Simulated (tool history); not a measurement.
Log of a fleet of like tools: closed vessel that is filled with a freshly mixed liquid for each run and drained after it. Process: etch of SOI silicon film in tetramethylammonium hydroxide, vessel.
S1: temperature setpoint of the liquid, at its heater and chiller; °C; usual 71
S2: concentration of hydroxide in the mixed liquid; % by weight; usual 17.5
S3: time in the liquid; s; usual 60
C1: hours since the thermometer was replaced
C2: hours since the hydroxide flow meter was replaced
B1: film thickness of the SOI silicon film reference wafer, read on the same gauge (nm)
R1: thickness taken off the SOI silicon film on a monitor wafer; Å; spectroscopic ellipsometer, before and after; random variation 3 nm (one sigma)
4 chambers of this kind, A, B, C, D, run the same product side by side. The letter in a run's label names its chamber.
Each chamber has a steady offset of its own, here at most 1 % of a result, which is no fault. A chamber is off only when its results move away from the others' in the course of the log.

run	hour	S1	S2	S3	C1	C2	B1	R1
1D	9.4	71	17.5	60	2551.2	668	120	3651.5
2C	19.8	71	17.5	60	331.7	944.6	120.01	3622.4
3A	30.6	71	17.5	60	2447.8	861.5	120.02	3660.7
4B	41.8	71	17.5	60	1138.7	1267	120	3632.8
5D	51.8	71	17.5	60	2593.6	710.4	119.99	3655.2
6C	63.7	71	20	60	375.6	988.5	120.04	3391.3
7B	71.9	71	20	60	1168.8	1297.1	119.99	3408.5
8A	79.1	71	20	60	2496.3	910	119.97	3456.6
9C	85.6	71	20	60	397.5	1010.4	120.02	3394.6
10B	97.3	71	17.5	60	1194.2	1322.5	120.02	3620.2
11A	104.7	71	17.5	60	2521.9	935.6	120.01	3666.7
12D	114.3	71	17.5	60	2656.1	772.9	120	3663
13A	125.6	71	17.5	60	2542.8	956.5	120.01	3622.6
14D	134.3	71	17.5	60	2676.1	792.9	120.01	3658.5
15B	140.4	71	17.5	60	1237.3	1365.6	120.01	3589.5
16C	146.6	71	17.5	60	458.5	1071.4	120	3524.2
17C	152.3	78	19	60	464.2	1077.1	120.03	5060.6
18B	159.3	78	19	60	1256.2	1384.5	120.01	5165.1
19A	165.4	78	19	60	2582.6	996.3	120.02	5147.3
20D	176.7	78	19	60	2718.5	835.3	120	5126.5
21D	188.7	71	17.5	60	2730.5	847.3	120	3672.6
22B	194.3	71	17.5	60	1291.2	1419.5	120	3602.9
23C	202.2	71	17.5	60	514.1	1127	120.01	3461.1
24A	214.5	71	17.5	60	2631.7	1045.4	119.99	3661.6
25C	223.6	71	17.5	60	535.5	1148.4	119.99	3461.6
26D	231.4	71	17.5	60	2773.2	890	120	3677
27A	243.4	71	17.5	60	2660.6	1074.3	120.01	3643.2
28B	254.9	71	17.5	60	1351.8	1480.1	120.01	3619.9
29D	262.5	75.5	17.5	40	2804.3	921.1	120.04	3121.4
30B	269.5	75.5	17.5	40	1366.4	1494.7	120.03	3106.6
31C	278.8	75.5	17.5	40	590.7	1203.6	120.01	2959.5
32A	289.9	75.5	17.5	40	2707.1	1120.8	120	3146.8
33A	295.7	71	17.5	60	2712.9	1126.6	120.03	3635.5
34B	304.2	71	17.5	60	1401.1	1529.4	120.01	3623.4
35D	313.4	71	17.5	60	2855.2	972	120.03	3654.5
36C	324.5	71	17.5	60	636.4	1249.3	119.99	3384.2
37A	333.8	71	17.5	60	2751	1164.7	119.99	3643.3
38D	342.8	71	17.5	60	2884.6	1001.4	120	3626.6
39B	353.8	71	17.5	60	1450.7	1579	120.01	3616.3
40C	360.8	71	17.5	60	672.7	1285.6	120	3338.2
41A	367.8	71	17.5	60	2785	1198.7	120.01	3613.4
42C	377.9	71	17.5	60	689.8	1302.7	119.99	3365.7

What goes on in this fleet: one chamber off, a drifting gauge, or nothing beyond the chambers' own small offsets? Name the chamber and the cause, if any.

Chamber C drifts away from the others.
Cause: liquid colder than its thermometer reads (K) = 1.36.

Here are 4 candidates for chamber C's next run, each the usual settings with a change, their results left as question marks. Which one brings its results back in line with what the others give on the usual settings?
In line means no further than this from the other chambers' mean on the usual settings: R1 100 Å
43C-1	387.3	69.5	17.5	60				?
43C-2	387.3	71	17.5	65				?
43C-3	387.3	71.5	17.5	60				?
43C-4	387.3	70.5	17.5	60				?

The other chambers' mean on the usual settings: R1 3622.1 Å
run	R1
43C-1	3045.6
43C-2	3603
43C-3	3423
43C-4	3229.3
43C-2 brings the chamber back in line.

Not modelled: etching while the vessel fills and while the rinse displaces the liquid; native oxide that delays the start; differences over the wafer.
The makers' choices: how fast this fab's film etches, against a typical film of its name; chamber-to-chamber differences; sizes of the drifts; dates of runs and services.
